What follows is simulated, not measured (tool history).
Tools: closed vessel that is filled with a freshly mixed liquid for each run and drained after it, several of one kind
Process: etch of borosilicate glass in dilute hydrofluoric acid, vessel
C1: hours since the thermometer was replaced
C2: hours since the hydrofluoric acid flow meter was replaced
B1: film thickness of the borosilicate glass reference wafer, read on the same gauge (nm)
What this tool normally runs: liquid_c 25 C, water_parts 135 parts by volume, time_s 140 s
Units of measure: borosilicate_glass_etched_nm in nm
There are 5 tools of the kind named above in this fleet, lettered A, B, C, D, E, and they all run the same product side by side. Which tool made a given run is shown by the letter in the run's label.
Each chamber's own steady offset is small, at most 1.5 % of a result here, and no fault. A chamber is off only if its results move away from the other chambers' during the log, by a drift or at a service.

{"run": "1C", "hour": 7.0, "liquid_c": 25, "water_parts": 135, "time_s": 140, "C1": 717.3, "C2": 330.6, "B1": 89.987, "borosilicate_glass_etched_nm": 35.202}
{"run": "2A", "hour": 13.6, "liquid_c": 25, "water_parts": 135, "time_s": 140, "C1": 374.9, "C2": 119.0, "B1": 90.016, "borosilicate_glass_etched_nm": 34.387}
{"run": "3E", "hour": 18.7, "liquid_c": 25, "water_parts": 135, "time_s": 140, "C1": 622.8, "C2": 727.7, "B1": 90.013, "borosilicate_glass_etched_nm": 35.107}
{"run": "4B", "hour": 23.2, "liquid_c": 25, "water_parts": 135, "time_s": 140, "C1": 126.6, "C2": 674.6, "B1": 89.995, "borosilicate_glass_etched_nm": 35.164}
{"run": "5D", "hour": 28.8, "liquid_c": 25, "water_parts": 135, "time_s": 140, "C1": 969.7, "C2": 1715.4, "B1": 89.987, "borosilicate_glass_etched_nm": 35.485}
{"run": "6D", "hour": 34.3, "liquid_c": 25, "water_parts": 135, "time_s": 140, "C1": 975.2, "C2": 1720.9, "B1": 89.99, "borosilicate_glass_etched_nm": 35.368}
{"run": "7C", "hour": 37.7, "liquid_c": 25, "water_parts": 135, "time_s": 140, "C1": 748.0, "C2": 361.3, "B1": 90.035, "borosilicate_glass_etched_nm": 35.018}
{"run": "8E", "hour": 43.4, "liquid_c": 25, "water_parts": 135, "time_s": 140, "C1": 647.5, "C2": 752.4, "B1": 89.992, "borosilicate_glass_etched_nm": 35.427}
{"run": "9B", "hour": 50.3, "liquid_c": 25, "water_parts": 135, "time_s": 140, "C1": 153.7, "C2": 701.7, "B1": 89.998, "borosilicate_glass_etched_nm": 35.317}
{"run": "10A", "hour": 54.4, "liquid_c": 25, "water_parts": 135, "time_s": 140, "C1": 415.7, "C2": 159.8, "B1": 90.017, "borosilicate_glass_etched_nm": 34.535}
{"run": "11D", "hour": 59.3, "liquid_c": 25, "water_parts": 135, "time_s": 140, "C1": 1000.2, "C2": 1745.9, "B1": 90.006, "borosilicate_glass_etched_nm": 35.375}
{"hour": 61.9, "done": "chamber D: hydrofluoric acid flow meter replaced"}
{"run": "12E", "hour": 65.3, "liquid_c": 25, "water_parts": 135, "time_s": 140, "C1": 669.4, "C2": 774.3, "B1": 90.002, "borosilicate_glass_etched_nm": 35.423}
{"run": "13B", "hour": 72.2, "liquid_c": 25, "water_parts": 135, "time_s": 140, "C1": 175.6, "C2": 723.6, "B1": 90.031, "borosilicate_glass_etched_nm": 35.052}
{"run": "14C", "hour": 77.6, "liquid_c": 25, "water_parts": 135, "time_s": 140, "C1": 787.9, "C2": 401.2, "B1": 90.011, "borosilicate_glass_etched_nm": 34.784}
{"run": "15A", "hour": 85.1, "liquid_c": 25, "water_parts": 135, "time_s": 140, "C1": 446.4, "C2": 190.5, "B1": 89.997, "borosilicate_glass_etched_nm": 34.199}
{"run": "16A", "hour": 88.5, "liquid_c": 25, "water_parts": 135, "time_s": 140, "C1": 449.8, "C2": 193.9, "B1": 89.975, "borosilicate_glass_etched_nm": 34.588}
{"run": "17E", "hour": 94.4, "liquid_c": 25, "water_parts": 135, "time_s": 140, "C1": 698.5, "C2": 803.4, "B1": 90.02, "borosilicate_glass_etched_nm": 35.908}
{"run": "18C", "hour": 99.8, "liquid_c": 25, "water_parts": 135, "time_s": 140, "C1": 810.1, "C2": 423.4, "B1": 89.982, "borosilicate_glass_etched_nm": 34.851}
{"run": "19B", "hour": 104.3, "liquid_c": 25, "water_parts": 135, "time_s": 140, "C1": 207.7, "C2": 755.7, "B1": 90.021, "borosilicate_glass_etched_nm": 34.952}
{"run": "20D", "hour": 109.1, "liquid_c": 25, "water_parts": 135, "time_s": 140, "C1": 1050.0, "C2": 47.2, "B1": 90.017, "borosilicate_glass_etched_nm": 35.07}
{"run": "21E", "hour": 112.8, "liquid_c": 25, "water_parts": 135, "time_s": 140, "C1": 716.9, "C2": 821.8, "B1": 89.999, "borosilicate_glass_etched_nm": 35.844}
{"run": "22C", "hour": 116.7, "liquid_c": 25, "water_parts": 135, "time_s": 140, "C1": 827.0, "C2": 440.3, "B1": 89.999, "borosilicate_glass_etched_nm": 34.508}
{"run": "23A", "hour": 120.5, "liquid_c": 25, "water_parts": 135, "time_s": 60, "C1": 481.8, "C2": 225.9, "B1": 89.997, "borosilicate_glass_etched_nm": 14.687}
{"run": "24B", "hour": 126.9, "liquid_c": 25, "water_parts": 135, "time_s": 60, "C1": 230.3, "C2": 778.3, "B1": 89.973, "borosilicate_glass_etched_nm": 14.986}
{"hour": 130.1, "done": "chamber C: hydrofluoric acid flow meter replaced"}
{"run": "25D", "hour": 132.3, "liquid_c": 25, "water_parts": 135, "time_s": 60, "C1": 1073.2, "C2": 70.4, "B1": 90.001, "borosilicate_glass_etched_nm": 15.006}
{"run": "26B", "hour": 138.0, "liquid_c": 25, "water_parts": 135, "time_s": 60, "C1": 241.4, "C2": 789.4, "B1": 89.984, "borosilicate_glass_etched_nm": 15.04}
{"run": "27D", "hour": 145.2, "liquid_c": 25, "water_parts": 135, "time_s": 60, "C1": 1086.1, "C2": 83.3, "B1": 89.98, "borosilicate_glass_etched_nm": 15.006}
{"run": "28A", "hour": 152.1, "liquid_c": 25, "water_parts": 135, "time_s": 140, "C1": 513.4, "C2": 257.5, "B1": 90.003, "borosilicate_glass_etched_nm": 34.236}
{"run": "29C", "hour": 158.6, "liquid_c": 25, "water_parts": 135, "time_s": 140, "C1": 868.9, "C2": 28.6, "B1": 89.991, "borosilicate_glass_etched_nm": 35.149}
{"run": "30E", "hour": 163.1, "liquid_c": 25, "water_parts": 90, "time_s": 140, "C1": 767.2, "C2": 872.1, "B1": 90.007, "borosilicate_glass_etched_nm": 58.664}
{"run": "31A", "hour": 169.5, "liquid_c": 25, "water_parts": 90, "time_s": 140, "C1": 530.8, "C2": 274.9, "B1": 90.006, "borosilicate_glass_etched_nm": 54.083}
{"run": "32B", "hour": 174.3, "liquid_c": 25, "water_parts": 90, "time_s": 140, "C1": 277.7, "C2": 825.7, "B1": 90.0, "borosilicate_glass_etched_nm": 54.87}
{"run": "33C", "hour": 180.9, "liquid_c": 25, "water_parts": 90, "time_s": 140, "C1": 891.2, "C2": 50.9, "B1": 89.98, "borosilicate_glass_etched_nm": 56.196}
{"run": "34E", "hour": 185.4, "liquid_c": 25, "water_parts": 90, "time_s": 140, "C1": 789.5, "C2": 894.4, "B1": 90.02, "borosilicate_glass_etched_nm": 58.768}
{"run": "35D", "hour": 188.7, "liquid_c": 25, "water_parts": 135, "time_s": 75, "C1": 1129.6, "C2": 126.8, "B1": 89.992, "borosilicate_glass_etched_nm": 18.927}
{"run": "36B", "hour": 194.0, "liquid_c": 25, "water_parts": 135, "time_s": 75, "C1": 297.4, "C2": 845.4, "B1": 90.002, "borosilicate_glass_etched_nm": 18.876}

One chamber off, gauge drift, or nothing amiss beyond the chambers' own small offsets? If it is a chamber, which one, and what is the likeliest cause?

Little by little, chamber E moves away from the other chambers.
Most likely cause: liquid hotter than its thermometer reads (K) = 1.53.
With only this log, it may be confused with: hydrofluoric acid flow above the setpoint (%).

Chamber E could run next with any of the 4 candidate recipes listed below; each alters the usual settings, and their results appear as question marks. Which one brings its results back in line with what the other chambers deliver on the usual settings?
In line here means within this much of the mean the other chambers give on the usual settings: borosilicate_glass_etched_nm 0.870 nm
{"run": "37E-1", "hour": 199.4, "liquid_c": 23.5, "water_parts": 135, "time_s": 140, "borosilicate_glass_etched_nm": "?"}
{"run": "37E-2", "hour": 199.4, "liquid_c": 25.0, "water_parts": 150, "time_s": 140, "borosilicate_glass_etched_nm": "?"}
{"run": "37E-3", "hour": 199.4, "liquid_c": 26.5, "water_parts": 135, "time_s": 140, "borosilicate_glass_etched_nm": "?"}
{"run": "37E-4", "hour": 199.4, "liquid_c": 25.0, "water_parts": 130, "time_s": 150, "borosilicate_glass_etched_nm": "?"}

On the usual settings, the other chambers give on average: borosilicate_glass_etched_nm 35.003 nm
run=37E-1 borosilicate_glass_etched_nm=34.951
run=37E-2 borosilicate_glass_etched_nm=32.649
run=37E-3 borosilicate_glass_etched_nm=39.178
run=37E-4 borosilicate_glass_etched_nm=41.465
37E-1 puts the chamber back in line with the other chambers.

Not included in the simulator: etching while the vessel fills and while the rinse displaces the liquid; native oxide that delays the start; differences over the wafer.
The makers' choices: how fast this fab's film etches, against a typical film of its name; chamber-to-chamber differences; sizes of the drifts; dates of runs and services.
